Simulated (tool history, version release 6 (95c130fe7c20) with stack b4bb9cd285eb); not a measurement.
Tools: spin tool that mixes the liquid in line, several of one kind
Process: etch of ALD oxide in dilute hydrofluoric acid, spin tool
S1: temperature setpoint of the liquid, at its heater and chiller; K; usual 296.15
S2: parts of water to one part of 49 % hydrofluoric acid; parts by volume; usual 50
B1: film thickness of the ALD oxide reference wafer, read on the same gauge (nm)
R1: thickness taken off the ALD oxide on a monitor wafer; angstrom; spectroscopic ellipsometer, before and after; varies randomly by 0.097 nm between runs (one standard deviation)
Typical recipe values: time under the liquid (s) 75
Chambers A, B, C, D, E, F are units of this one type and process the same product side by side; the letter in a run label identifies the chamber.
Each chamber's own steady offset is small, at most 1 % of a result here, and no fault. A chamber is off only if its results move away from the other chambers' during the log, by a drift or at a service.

Run 1E, hour 3.5: usual settings; B1 80.003. Result: R1 309.63 angstrom.
Run 2C, hour 7.1: usual settings; B1 79.994. Result: R1 307.86 angstrom.
Run 3D, hour 10.0: usual settings; B1 80.007. Result: R1 309.16 angstrom.
Run 4F, hour 13.8: usual settings; B1 79.998. Result: R1 310.84 angstrom.
Run 5A, hour 17.9: usual settings; B1 79.998. Result: R1 306.13 angstrom.
Run 6B, hour 22.1: usual settings; B1 79.962. Result: R1 307.25 angstrom.
Run 7B, hour 25.4: usual settings but S1 300.65 K, S2 40 parts by volume; B1 79.986. Result: R1 473.20 angstrom.
Run 8A, hour 29.3: usual settings but S1 300.65 K, S2 40 parts by volume; B1 79.947. Result: R1 475.15 angstrom.
Run 9D, hour 31.3: usual settings but S1 300.65 K, S2 40 parts by volume; B1 80.046. Result: R1 471.33 angstrom.
Run 10F, hour 34.3: usual settings but S1 300.65 K, S2 40 parts by volume; B1 80.006. Result: R1 474.46 angstrom.
Run 11C, hour 38.6: usual settings but S1 300.65 K, S2 40 parts by volume; B1 79.968. Result: R1 470.83 angstrom.
Run 12E, hour 40.5: usual settings but S1 300.65 K, S2 40 parts by volume; B1 79.968. Result: R1 473.07 angstrom.
Run 13F, hour 42.8: usual settings; B1 79.972. Result: R1 310.05 angstrom.
Run 14D, hour 44.8: usual settings; B1 79.996. Result: R1 308.44 angstrom.
Run 15E, hour 48.8: usual settings; B1 79.971. Result: R1 309.47 angstrom.
Run 16B, hour 51.5: usual settings; B1 80.006. Result: R1 307.95 angstrom.
Run 17A, hour 55.2: usual settings; B1 80.001. Result: R1 308.27 angstrom.
Run 18C, hour 58.7: usual settings; B1 80.022. Result: R1 306.79 angstrom.
Run 19F, hour 61.3: usual settings; B1 80.002. Result: R1 310.85 angstrom.
Run 20B, hour 63.6: usual settings; B1 79.978. Result: R1 308.18 angstrom.
Run 21E, hour 66.4: usual settings; B1 79.984. Result: R1 309.19 angstrom.
Run 22A, hour 70.2: usual settings; B1 79.986. Result: R1 308.49 angstrom.
Run 23C, hour 73.6: usual settings; B1 79.980. Result: R1 307.49 angstrom.
At hour 74.2: chamber F: thermometer replaced.
Run 24D, hour 78.1: usual settings; B1 79.951. Result: R1 309.59 angstrom.
Run 25B, hour 81.8: usual settings; B1 79.993. Result: R1 307.29 angstrom.
Run 26F, hour 85.1: usual settings but S1 300.65 K, time under the liquid (s) 45; B1 79.999. Result: R1 224.99 angstrom.
Run 27D, hour 88.0: usual settings but S1 300.65 K, time under the liquid (s) 45; B1 79.999. Result: R1 221.34 angstrom.
Run 28A, hour 91.5: usual settings but S1 300.65 K, time under the liquid (s) 45; B1 80.002. Result: R1 223.76 angstrom.
Run 29C, hour 94.3: usual settings but S1 300.65 K, time under the liquid (s) 45; B1 79.980. Result: R1 223.37 angstrom.
Run 30E, hour 96.8: usual settings but S1 300.65 K, time under the liquid (s) 45; B1 79.963. Result: R1 223.65 angstrom.
Run 31C, hour 100.0: usual settings but S1 300.65 K, time under the liquid (s) 45; B1 79.975. Result: R1 222.41 angstrom.
Run 32B, hour 102.7: usual settings; B1 79.967. Result: R1 306.19 angstrom.
Run 33D, hour 105.2: usual settings; B1 80.004. Result: R1 308.64 angstrom.
Run 34E, hour 107.2: usual settings; B1 80.017. Result: R1 311.14 angstrom.
Run 35A, hour 110.2: usual settings; B1 80.021. Result: R1 309.41 angstrom.
Run 36F, hour 112.9: usual settings; B1 80.017. Result: R1 310.57 angstrom.
Run 37D, hour 115.7: usual settings; B1 79.981. Result: R1 309.20 angstrom.
Run 38B, hour 120.2: usual settings but S2 75 parts by volume; B1 79.976. Result: R1 198.18 angstrom.
Run 39A, hour 122.6: usual settings but S2 75 parts by volume; B1 79.980. Result: R1 198.63 angstrom.
At hour 125.2: chamber D: hydrofluoric acid flow meter replaced.
Run 40E, hour 125.5: usual settings but S2 75 parts by volume; B1 79.989. Result: R1 200.03 angstrom.
Run 41F, hour 129.6: usual settings but S2 75 parts by volume; B1 80.005. Result: R1 198.68 angstrom.
Run 42C, hour 132.0: usual settings but S2 75 parts by volume; B1 80.011. Result: R1 198.73 angstrom.
Run 43D, hour 134.1: usual settings but S2 75 parts by volume; B1 79.979. Result: R1 197.51 angstrom.

Has any chamber moved away from the others, gradually or after a service, or does the common gauge drift, or do the chambers differ only by their own small steady offsets? State the chamber and the most likely cause if one applies.

No chamber stands off beyond its own small offset, and the gauge holds steady.

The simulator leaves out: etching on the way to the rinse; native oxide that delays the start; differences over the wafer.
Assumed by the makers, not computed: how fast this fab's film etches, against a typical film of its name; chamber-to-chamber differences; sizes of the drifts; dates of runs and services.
